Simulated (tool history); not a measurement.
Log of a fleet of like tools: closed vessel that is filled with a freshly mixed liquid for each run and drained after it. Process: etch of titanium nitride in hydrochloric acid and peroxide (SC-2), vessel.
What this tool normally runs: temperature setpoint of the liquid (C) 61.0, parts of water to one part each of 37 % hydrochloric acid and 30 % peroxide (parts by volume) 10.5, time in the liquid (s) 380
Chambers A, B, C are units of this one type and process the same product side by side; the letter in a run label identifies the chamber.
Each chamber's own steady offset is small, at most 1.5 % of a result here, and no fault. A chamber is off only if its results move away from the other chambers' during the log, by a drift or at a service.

run,hour,temperature setpoint of the liquid (C),parts of water to one part each of 37 % hydrochloric acid and 30 % peroxide (parts by volume),time in the liquid (s),"read-back film thickness of the titanium nitride reference wafer, read on the same gauge (nm)",thickness taken off the titanium nitride on a monitor wafer (nm)
1B,8.8,61.0,10.5,380,39.996,30.113
2A,18.1,61.0,10.5,380,40.012,29.469
3C,26.0,61.0,10.5,380,40.029,29.143
4C,34.4,61.0,10.5,380,40.039,29.574
5A,41.9,54.0,7.0,380,39.967,26.458
6B,46.9,54.0,7.0,380,39.999,26.572
7C,53.6,54.0,7.0,380,40.002,26.225
8B,62.8,66.5,10.5,380,39.962,41.827
9A,67.0,66.5,10.5,380,40.007,41.579
10B,72.8,66.5,10.5,380,39.998,42.146
11A,77.3,61.0,10.5,380,40.008,29.303
12C,81.4,61.0,10.5,380,39.999,29.206
13C,90.4,61.0,10.5,380,39.994,29.375
14A,98.8,61.0,10.5,380,40.034,29.193
15B,104.8,61.0,10.5,380,39.960,29.593
16A,111.4,55.0,10.5,380,40.008,20.326
17C,119.5,55.0,10.5,380,39.973,19.805
18B,124.1,55.0,10.5,380,40.040,20.431
19A,132.3,61.0,10.5,380,40.018,29.686
20B,140.1,61.0,10.5,380,40.070,29.396
21C,144.9,61.0,10.5,380,39.978,28.805
22B,152.5,61.0,10.5,380,39.979,29.426
23C,159.2,61.0,10.5,380,39.983,28.829
24A,164.2,61.0,10.5,380,39.975,29.787
25A,169.5,61.0,15.5,460,39.975,25.687
26C,174.2,61.0,15.5,460,40.002,24.833
27B,183.4,61.0,15.5,460,39.950,25.740
28B,192.8,61.0,10.5,380,39.993,29.597
29C,198.1,67.5,13.0,380,40.008,34.735
# hour 204.3: chamber B: new drum of peroxide connected
30A,205.9,67.5,13.0,380,39.994,36.249
31C,210.2,67.5,13.0,380,40.002,34.394
32A,214.6,61.0,10.5,380,39.984,29.502
33B,219.2,64.0,10.5,180,40.026,16.635
34A,223.4,64.0,10.5,180,39.974,16.889
35C,228.0,64.0,10.5,180,39.987,15.869
36B,234.0,61.0,10.5,380,39.979,29.898
37A,241.0,61.0,10.5,380,40.029,29.298
38B,246.8,61.0,10.5,380,40.006,29.555
39C,251.3,61.0,10.5,380,39.975,27.471
40B,259.7,61.0,10.5,380,39.986,29.643
41A,266.7,61.0,10.5,380,39.986,29.529
42C,273.3,61.0,10.5,380,39.981,27.524

Is one chamber out of step, is the gauge drifting, or do the chambers differ by no more than their own small offsets? For an off chamber, give its letter and the likeliest cause.

One chamber, C, drifts off from the rest bit by bit.
Likeliest cause: peroxide weaker than its label (%) = 7.39.
The log might look much the same if the cause were instead: liquid colder than its thermometer reads (K); chemicals flow below the setpoint (%).

Here are 4 candidates for chamber C's next run, each the usual settings with a change, their results left as question marks. Which one brings its results back in line with what the others give on the usual settings?
Counts as in line when no further than this from what the other chambers average on the usual settings: thickness taken off the titanium nitride on a monitor wafer (nm) 0.720
43C-1,280.2,61.0,9.5,380,,?
43C-2,280.2,61.0,10.5,350,,?
43C-3,280.2,61.5,10.5,385,,?
43C-4,280.2,60.5,10.5,380,,?

Usual-settings mean across the other chambers: thickness taken off the titanium nitride on a monitor wafer (nm) 29.598
run,thickness taken off the titanium nitride on a monitor wafer (nm)
43C-1,29.671
43C-2,25.127
43C-3,28.496
43C-4,26.458
43C-1 brings the chamber back in line.
